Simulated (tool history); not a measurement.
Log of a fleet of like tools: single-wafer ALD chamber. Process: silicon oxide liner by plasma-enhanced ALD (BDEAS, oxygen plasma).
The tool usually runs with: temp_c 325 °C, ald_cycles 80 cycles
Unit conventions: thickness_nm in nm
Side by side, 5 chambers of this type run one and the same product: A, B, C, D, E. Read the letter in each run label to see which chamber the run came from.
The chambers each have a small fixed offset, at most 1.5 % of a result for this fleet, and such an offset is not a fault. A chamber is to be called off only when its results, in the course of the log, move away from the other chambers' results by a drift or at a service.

run	day	temp_c	ald_cycles	hours since the last thermocouple change	read-back reference wafer on the same gauge, thickness_nm	thickness_nm
1E	0.458	325	80	1408.3	6.1492	7.1668
2D	0.817	325	80	1630.1	6.1512	7.1883
3C	1.104	325	80	1177.5	6.1511	7.1187
4A	1.333	325	80	1498.3	6.1513	7.1080
5B	1.825	325	80	1575.8	6.1546	7.2287
6A	2.079	325	80	1516.2	6.1549	7.1205
7B	2.362	325	80	1588.7	6.1553	7.2324
8D	2.771	325	80	1677.0	6.1548	7.1873
9C	3.167	325	80	1227.0	6.1565	7.1202
10E	3.658	337	91	1485.1	6.1586	8.0315
11E	4.117	337	91	1496.1	6.1578	8.0442
12D	4.625	337	91	1721.5	6.1602	8.0459
13B	4.879	337	91	1649.1	6.1610	8.1180
14C	5.338	337	91	1279.1	6.1631	7.9755
15A	5.846	337	67	1606.6	6.1634	5.8421
16C	6.258	337	67	1301.2	6.1651	5.8702
17A	6.683	337	67	1626.7	6.1636	5.8762
18D	7.025	337	67	1779.1	6.1671	5.9188
19B	7.479	337	67	1711.5	6.1674	5.9766
20E	7.733	318	73	1582.9	6.1676	6.6242
21C	8.117	318	73	1345.8	6.1670	6.5722
22E	8.592	318	73	1603.5	6.1672	6.6315
23A	8.858	318	73	1678.9	6.1689	6.5682
24B	9.154	318	73	1751.7	6.1715	6.6765
25D	9.558	319	66	1839.9	6.1700	6.0082
26E	10.012	319	66	1637.6	6.1733	5.9803
27A	10.488	319	66	1718.0	6.1753	5.9351
# day 10.892: chamber E: thermocouple changed; heater temperature recalibrated
28D	10.992	319	66	1874.3	6.1761	6.0005
29C	11.262	319	66	1421.3	6.1737	5.9371
30B	11.579	325	80	1809.9	6.1764	7.2500
31E	11.821	331	80	22.3	6.1772	7.1356
32C	12.325	331	80	1446.8	6.1778	7.0927
33B	12.829	331	80	1839.9	6.1793	7.2032
34A	13.092	331	80	1780.5	6.1790	7.0808
35D	13.404	331	80	1932.2	6.1804	7.1556
36C	13.642	325	80	1478.4	6.1806	7.1364
37E	14.079	325	95	76.5	6.1821	8.5449
38B	14.388	325	95	1877.3	6.1816	8.6365

Next, all 5 chambers run the settings below, one line each with question marks for the results. What does each chamber give?
39A	14.758	325	80			?
39B	14.758	325	80			?
39C	14.758	325	80			?
39D	14.758	325	80			?
39E	14.758	325	80			?

run	thickness_nm
39A	7.1706
39B	7.2454
39C	7.1594
39D	7.2242
39E	7.2193
